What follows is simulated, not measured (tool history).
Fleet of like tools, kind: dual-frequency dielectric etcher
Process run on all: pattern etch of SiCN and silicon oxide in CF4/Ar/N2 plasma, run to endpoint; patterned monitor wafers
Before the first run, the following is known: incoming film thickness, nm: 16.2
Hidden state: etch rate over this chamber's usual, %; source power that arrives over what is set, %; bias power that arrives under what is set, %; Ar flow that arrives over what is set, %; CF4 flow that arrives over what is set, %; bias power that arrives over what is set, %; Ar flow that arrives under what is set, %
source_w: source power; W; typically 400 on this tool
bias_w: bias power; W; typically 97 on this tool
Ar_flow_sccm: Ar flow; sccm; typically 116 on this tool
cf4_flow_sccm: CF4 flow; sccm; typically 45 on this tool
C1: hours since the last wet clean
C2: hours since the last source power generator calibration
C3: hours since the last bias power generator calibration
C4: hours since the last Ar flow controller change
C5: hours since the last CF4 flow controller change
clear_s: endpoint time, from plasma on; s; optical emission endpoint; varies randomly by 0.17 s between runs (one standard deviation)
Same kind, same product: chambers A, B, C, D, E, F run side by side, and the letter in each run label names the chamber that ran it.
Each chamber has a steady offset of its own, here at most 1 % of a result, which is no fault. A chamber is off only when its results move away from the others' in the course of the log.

Run 1B, hour 8.5: usual settings; C1 46.6; C2 2594.8; C3 17.3; C4 548.1; C5 3410.5. Result: clear_s 20.314 s.
Run 2D, hour 23.6: usual settings; C1 226.9; C2 1610.9; C3 1724.3; C4 694.5; C5 675.6. Result: clear_s 20.447 s.
Run 3E, hour 38.4: usual settings; C1 317.6; C2 3120.4; C3 2930.1; C4 391.0; C5 1152.5. Result: clear_s 20.256 s.
Run 4F, hour 49.6: usual settings; C1 552.8; C2 2827.2; C3 323.1; C4 1732.8; C5 3061.9. Result: clear_s 20.249 s.
At hour 53.9: chamber F: wet clean of the chamber.
Run 5C, hour 56.7: usual settings; C1 254.5; C2 2508.5; C3 2487.5; C4 4732.4; C5 3379.1. Result: clear_s 20.419 s.
At hour 70.2: chamber A: CF4 flow controller replaced.
Run 6A, hour 72.2: usual settings but source_w 340 W, bias_w 111 W; C1 146.5; C2 1797.0; C3 1075.1; C4 277.1; C5 2.0. Result: clear_s 22.348 s.
Run 7B, hour 86.5: usual settings but source_w 340 W, bias_w 111 W; C1 124.6; C2 2672.8; C3 95.3; C4 626.1; C5 3488.5. Result: clear_s 22.367 s.
Run 8C, hour 99.5: usual settings but source_w 340 W, bias_w 111 W; C1 297.3; C2 2551.3; C3 2530.3; C4 4775.2; C5 3421.9. Result: clear_s 22.418 s.
Run 9A, hour 113.4: usual settings but source_w 340 W, bias_w 111 W; C1 187.7; C2 1838.2; C3 1116.3; C4 318.3; C5 43.2. Result: clear_s 22.297 s.
Run 10D, hour 121.0: usual settings but source_w 340 W, bias_w 111 W; C1 324.3; C2 1708.3; C3 1821.7; C4 791.9; C5 773.0. Result: clear_s 22.100 s.
Run 11F, hour 133.1: usual settings but source_w 340 W, bias_w 111 W; C1 79.3; C2 2910.7; C3 406.6; C4 1816.3; C5 3145.4. Result: clear_s 21.921 s.
Run 12E, hour 146.7: usual settings; C1 425.9; C2 3228.7; C3 3038.4; C4 499.3; C5 1260.8. Result: clear_s 20.144 s.
Run 13B, hour 160.1: usual settings; C1 198.2; C2 2746.4; C3 168.9; C4 699.7; C5 3562.1. Result: clear_s 20.371 s.
Run 14F, hour 172.0: usual settings; C1 118.2; C2 2949.6; C3 445.5; C4 1855.2; C5 3184.3. Result: clear_s 20.116 s.
Run 15E, hour 181.7: usual settings; C1 460.9; C2 3263.7; C3 3073.4; C4 534.3; C5 1295.8. Result: clear_s 20.188 s.
Run 16D, hour 193.2: usual settings; C1 396.5; C2 1780.5; C3 1893.9; C4 864.1; C5 845.2. Result: clear_s 20.611 s.
Run 17A, hour 207.8: usual settings; C1 282.1; C2 1932.6; C3 1210.7; C4 412.7; C5 137.6. Result: clear_s 20.488 s.
Run 18C, hour 222.1: usual settings; C1 419.9; C2 2673.9; C3 2652.9; C4 4897.8; C5 3544.5. Result: clear_s 20.494 s.
Run 19D, hour 234.8: usual settings; C1 438.1; C2 1822.1; C3 1935.5; C4 905.7; C5 886.8. Result: clear_s 20.347 s.
Run 20A, hour 244.7: usual settings; C1 319.0; C2 1969.5; C3 1247.6; C4 449.6; C5 174.5. Result: clear_s 20.632 s.
At hour 254.3: chamber A: wet clean of the chamber.
Run 21F, hour 255.0: usual settings; C1 201.2; C2 3032.6; C3 528.5; C4 1938.2; C5 3267.3. Result: clear_s 20.163 s.
Run 22B, hour 265.0: usual settings; C1 303.1; C2 2851.3; C3 273.8; C4 804.6; C5 3667.0. Result: clear_s 20.438 s.
Run 23E, hour 279.0: usual settings; C1 558.2; C2 3361.0; C3 3170.7; C4 631.6; C5 1393.1. Result: clear_s 20.312 s.
Run 24C, hour 293.1: usual settings; C1 490.9; C2 2744.9; C3 2723.9; C4 4968.8; C5 3615.5. Result: clear_s 20.728 s.
Run 25E, hour 306.6: usual settings; C1 585.8; C2 3388.6; C3 3198.3; C4 659.2; C5 1420.7. Result: clear_s 20.536 s.
At hour 309.9: chamber C: Ar flow controller replaced.
Run 26B, hour 321.4: usual settings; C1 359.5; C2 2907.7; C3 330.2; C4 861.0; C5 3723.4. Result: clear_s 20.164 s.
Run 27F, hour 333.8: usual settings but source_w 340 W, bias_w 78 W; C1 280.0; C2 3111.4; C3 607.3; C4 2017.0; C5 3346.1. Result: clear_s 25.290 s.
Run 28A, hour 348.0: usual settings but source_w 340 W, bias_w 78 W; C1 93.7; C2 2072.8; C3 1350.9; C4 552.9; C5 277.8. Result: clear_s 25.824 s.
Run 29C, hour 358.4: usual settings but source_w 340 W, bias_w 78 W; C1 556.2; C2 2810.2; C3 2789.2; C4 48.6; C5 3680.8. Result: clear_s 25.882 s.
At hour 358.6: chamber C: wet clean of the chamber.
Run 30D, hour 373.6: usual settings but source_w 340 W, bias_w 78 W; C1 576.9; C2 1960.9; C3 2074.3; C4 1044.5; C5 1025.6. Result: clear_s 25.296 s.
Run 31E, hour 385.0: usual settings but source_w 340 W, bias_w 78 W; C1 664.2; C2 3467.0; C3 3276.7; C4 737.6; C5 1499.1. Result: clear_s 25.423 s.
At hour 395.3: chamber E: bias power generator calibrated.
Run 32D, hour 395.8: usual settings but source_w 340 W, bias_w 78 W; C1 599.1; C2 1983.1; C3 2096.5; C4 1066.7; C5 1047.8. Result: clear_s 25.720 s.
Run 33C, hour 407.9: usual settings; C1 49.4; C2 2859.7; C3 2838.7; C4 98.1; C5 3730.3. Result: clear_s 20.978 s.
At hour 416.3: chamber B: CF4 flow controller replaced.
Run 34B, hour 416.4: usual settings; C1 454.5; C2 3002.7; C3 425.2; C4 956.0; C5 0.1. Result: clear_s 20.248 s.
Run 35A, hour 429.3: usual settings; C1 175.0; C2 2154.1; C3 1432.2; C4 634.2; C5 359.1. Result: clear_s 20.618 s.
Run 36F, hour 444.3: usual settings but cf4_flow_sccm 40 sccm; C1 390.5; C2 3221.9; C3 717.8; C4 2127.5; C5 3456.6. Result: clear_s 20.319 s.
At hour 450.9: chamber E: wet clean of the chamber.
Run 37E, hour 456.5: usual settings but cf4_flow_sccm 40 sccm; C1 5.7; C2 3538.5; C3 61.3; C4 809.1; C5 1570.6. Result: clear_s 20.566 s.
At hour 469.9: chamber D: wet clean of the chamber.
Run 38F, hour 472.2: usual settings but cf4_flow_sccm 40 sccm; C1 418.4; C2 3249.8; C3 745.7; C4 2155.4; C5 3484.5. Result: clear_s 20.794 s.
Run 39D, hour 479.3: usual settings but cf4_flow_sccm 40 sccm; C1 9.4; C2 2066.6; C3 2180.0; C4 1150.2; C5 1131.3. Result: clear_s 20.889 s.
Run 40C, hour 493.1: usual settings but cf4_flow_sccm 40 sccm; C1 134.6; C2 2944.9; C3 2923.9; C4 183.3; C5 3815.5. Result: clear_s 20.769 s.
Run 41A, hour 505.4: usual settings but cf4_flow_sccm 40 sccm; C1 251.1; C2 2230.2; C3 1508.3; C4 710.3; C5 435.2. Result: clear_s 20.906 s.

Next, all 6 chambers run the settings below, one line each with question marks for the results. What does each chamber give?
Run 42A, hour 516.6: usual settings. Result: clear_s ?.
Run 42B, hour 516.6: usual settings. Result: clear_s ?.
Run 42C, hour 516.6: usual settings. Result: clear_s ?.
Run 42D, hour 516.6: usual settings. Result: clear_s ?.
Run 42E, hour 516.6: usual settings. Result: clear_s ?.
Run 42F, hour 516.6: usual settings. Result: clear_s ?.

run  clear_s
42A   20.546
42B   20.133
42C   20.361
42D   20.827
42E   20.108
42F   20.541
